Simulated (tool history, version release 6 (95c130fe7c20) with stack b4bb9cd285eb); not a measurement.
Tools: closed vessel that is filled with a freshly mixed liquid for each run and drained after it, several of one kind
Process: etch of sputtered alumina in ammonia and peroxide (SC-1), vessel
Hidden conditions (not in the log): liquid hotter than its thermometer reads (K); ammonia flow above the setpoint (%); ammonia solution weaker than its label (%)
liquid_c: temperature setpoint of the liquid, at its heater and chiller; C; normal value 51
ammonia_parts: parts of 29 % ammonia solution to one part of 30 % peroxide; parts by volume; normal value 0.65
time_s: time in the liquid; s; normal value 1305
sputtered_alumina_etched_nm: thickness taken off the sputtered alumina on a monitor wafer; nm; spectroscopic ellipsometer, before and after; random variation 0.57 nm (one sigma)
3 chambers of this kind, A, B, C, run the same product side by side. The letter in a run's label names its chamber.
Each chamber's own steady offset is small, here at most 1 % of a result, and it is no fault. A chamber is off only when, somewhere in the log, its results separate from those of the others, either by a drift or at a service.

run,day,liquid_c,ammonia_parts,time_s,hours since the thermometer was replaced,hours since the ammonia flow meter was replaced,hours since the drum of ammonia solution was connected,"read-back film thickness of the sputtered alumina reference wafer, read on the same gauge (nm)",sputtered_alumina_etched_nm
1B,0.296,51,0.65,1305,303,552.7,166.9,59.993,58.607
2A,0.608,51,0.65,1305,1014.8,793.6,655.1,60.002,57.776
3C,0.996,51,0.65,1305,172.3,1601.2,175.1,60.01,57.028
4C,1.454,51,0.65,1305,183.3,1612.2,186.1,59.983,57.1
5A,1.862,51,0.65,1305,1044.9,823.7,685.2,59.994,58.325
6B,2.1,51,0.65,1305,346.3,596,210.2,59.994,58.334
7A,2.392,51,0.65,1305,1057.6,836.4,697.9,60.004,58.111
8B,2.667,51,0.65,1305,359.9,609.6,223.8,59.978,57.536
9C,2.904,51,0.65,1305,218.1,1647,220.9,59.982,57.835
10A,3.271,51,0.65,1305,1078.7,857.5,719,60.007,57.979
11B,3.529,51,0.65,1305,380.6,630.3,244.5,59.996,57.365
12C,3.912,51,0.65,1305,242.3,1671.2,245.1,60.014,58.303
13B,4.338,51,0.65,1305,400,649.7,263.9,60.001,58.366
# day 4.4: chamber B: new drum of ammonia solution connected
14C,4.7,51,0.65,1305,261.2,1690.1,264,60.01,58.593
15A,5.15,51,0.65,1305,1123.8,902.6,764.1,59.999,58.187
16B,5.508,51,0.65,1305,428.1,677.8,26.7,60.015,57.884
17C,5.962,51,0.65,1305,291.5,1720.4,294.3,59.991,56.783
18A,6.396,51,0.65,1305,1153.7,932.5,794,59.992,58.272
# day 6.708: chamber A: ammonia flow meter replaced
19B,6.854,51,0.65,1305,460.4,710.1,59,59.992,58.396
# day 6.912: chamber C: new drum of ammonia solution connected
20A,7.183,51,0.65,1305,1172.6,11.4,812.9,59.991,57.926
21C,7.633,51,0.65,1305,331.6,1760.5,17.3,60.011,56.772
22C,7.925,51,0.65,1305,338.6,1767.5,24.3,60.001,58.287
23A,8.271,51,0.65,1305,1198.7,37.5,839,60.001,57.454
24B,8.646,51,0.65,835,503.4,753.1,102,59.984,38.265
25C,9.079,51,0.65,835,366.3,1795.2,52,59.982,37.54
26A,9.317,51,0.65,835,1223.8,62.6,864.1,60.014,37.676
27B,9.804,51,0.65,1305,531.2,780.9,129.8,59.989,60.361
28B,10.15,51,0.65,1305,539.5,789.2,138.1,60.006,60.45
29C,10.521,51,0.65,1305,400.9,1829.8,86.6,60.013,56.883
30A,10.771,51,0.65,1305,1258.7,97.5,899,60.009,59.492
31A,11.058,51,0.65,1305,1265.6,104.4,905.9,60.013,57.478
32B,11.308,51,0.65,1305,567.3,817,165.9,60.004,61.496
33C,11.683,46.5,0.85,1305,428.8,1857.7,114.5,59.992,46.595
34B,12.133,46.5,0.85,1305,587.1,836.8,185.7,59.993,48.784
35C,12.55,46.5,0.85,1305,449.6,1878.5,135.3,59.996,45.718
36A,12.775,46.5,0.9,1305,1306.8,145.6,947.1,59.984,46.493
37C,13.05,46.5,0.9,1305,461.6,1890.5,147.3,60.012,46.035
38B,13.438,46.5,0.9,1305,618.4,868.1,217,59.997,50.656
39A,13.738,51,0.65,1305,1329.9,168.7,970.2,60,58.262
40A,13.992,51,0.65,1305,1336,174.8,976.3,59.989,56.982
41B,14.342,51,0.65,1305,640.1,889.8,238.7,60,61.32
42C,14.783,51,0.65,1305,503.2,1932.1,188.9,60.005,57.649

Which is it: a chamber that has drifted or been left off by a service, a gauge drift common to all chambers, or only each chamber's usual small offset? If a chamber is off, name it and its likeliest cause.

It is chamber B that slowly wanders off from its peers.
What lies behind it: liquid hotter than its thermometer reads (K) = 1.32.

Which of the 4 candidates below, each the usual settings with something changed and its results left as question marks, puts chamber B back in line with what the other chambers give on the usual settings?
Maximum distance from the other chambers' mean on the usual settings for a result to count as in line: sputtered_alumina_etched_nm 2 nm
43B-1,15.138,51,0.5,1305,,,,,?
43B-2,15.138,51.5,0.65,1305,,,,,?
43B-3,15.138,51,0.25,1305,,,,,?
43B-4,15.138,51.5,0.65,1365,,,,,?

The mean the other chambers reach with the usual settings: sputtered_alumina_etched_nm 57.79 nm
run,sputtered_alumina_etched_nm
43B-1,60.905
43B-2,64.163
43B-3,56.959
43B-4,67.113
The right change is 43B-3: it brings the chamber back within the allowed miss of the others.
